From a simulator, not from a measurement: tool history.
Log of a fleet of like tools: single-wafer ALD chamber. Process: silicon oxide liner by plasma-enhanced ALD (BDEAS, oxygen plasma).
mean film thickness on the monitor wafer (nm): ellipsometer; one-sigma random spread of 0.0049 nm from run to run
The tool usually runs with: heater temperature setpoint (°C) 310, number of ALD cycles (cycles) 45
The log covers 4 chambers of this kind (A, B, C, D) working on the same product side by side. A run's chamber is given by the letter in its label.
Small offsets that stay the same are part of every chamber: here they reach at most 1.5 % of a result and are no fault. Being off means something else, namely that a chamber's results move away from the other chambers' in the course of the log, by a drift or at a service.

run,hour,heater temperature setpoint (°C),number of ALD cycles (cycles),"read-back reference wafer on the same gauge, thickness_nm",mean film thickness on the monitor wafer (nm)
1C,8.9,310,45,3.7699,4.1174
2A,14.0,310,45,3.7688,4.0908
3B,23.3,310,45,3.7692,4.1407
4D,30.0,310,45,3.7685,4.0741
5C,39.8,310,45,3.7690,4.1063
6B,46.9,310,45,3.7680,4.1190
7A,55.4,310,41,3.7680,3.7126
8D,62.4,310,41,3.7669,3.7114
9C,69.6,310,41,3.7660,3.7475
10D,79.6,310,41,3.7648,3.7070
11B,87.8,300,42,3.7654,3.9170
12A,94.1,300,42,3.7652,3.8686
13B,101.3,300,42,3.7652,3.9126
14C,106.6,300,42,3.7643,3.8878
15D,113.4,310,45,3.7644,4.0762
16A,120.5,310,45,3.7638,4.0830
17D,126.5,310,45,3.7638,4.0684
18A,134.1,310,45,3.7629,4.0746
19B,142.5,310,45,3.7626,4.1183
20C,150.5,321,45,3.7623,4.0354
21B,160.1,321,45,3.7613,4.0641
22D,170.0,321,45,3.7607,4.0084
23C,179.4,321,45,3.7604,4.0468
24A,189.7,298,45,3.7604,4.1579
25C,197.6,298,45,3.7594,4.2062
26A,206.8,298,45,3.7588,4.1512
27B,216.7,298,45,3.7590,4.2025
28D,227.0,310,45,3.7585,4.0610
29B,233.4,310,45,3.7569,4.1208
30D,242.7,310,45,3.7580,4.0510
31C,247.9,310,45,3.7565,4.1034
32A,256.4,319,42,3.7569,3.7588
33D,264.4,319,42,3.7559,3.7372
34B,272.1,319,42,3.7552,3.7824
35C,282.5,319,42,3.7547,3.7831
36A,288.9,310,45,3.7539,4.0678
37A,299.8,310,45,3.7535,4.0759
38B,308.2,310,45,3.7530,4.1158
39C,318.1,310,45,3.7540,4.1044
40D,326.0,310,45,3.7524,4.0508
41A,332.0,310,45,3.7522,4.0764
42B,336.9,316,52,3.7529,4.7052

What goes on in this fleet: one chamber off, a drifting gauge, or nothing beyond the chambers' own small offsets? Name the chamber and the cause, if any.

It is the gauge, not a chamber: its drift shows up in every chamber's results at once, and no chamber is off.
Cause: gauge reads low (%) = 0.484.
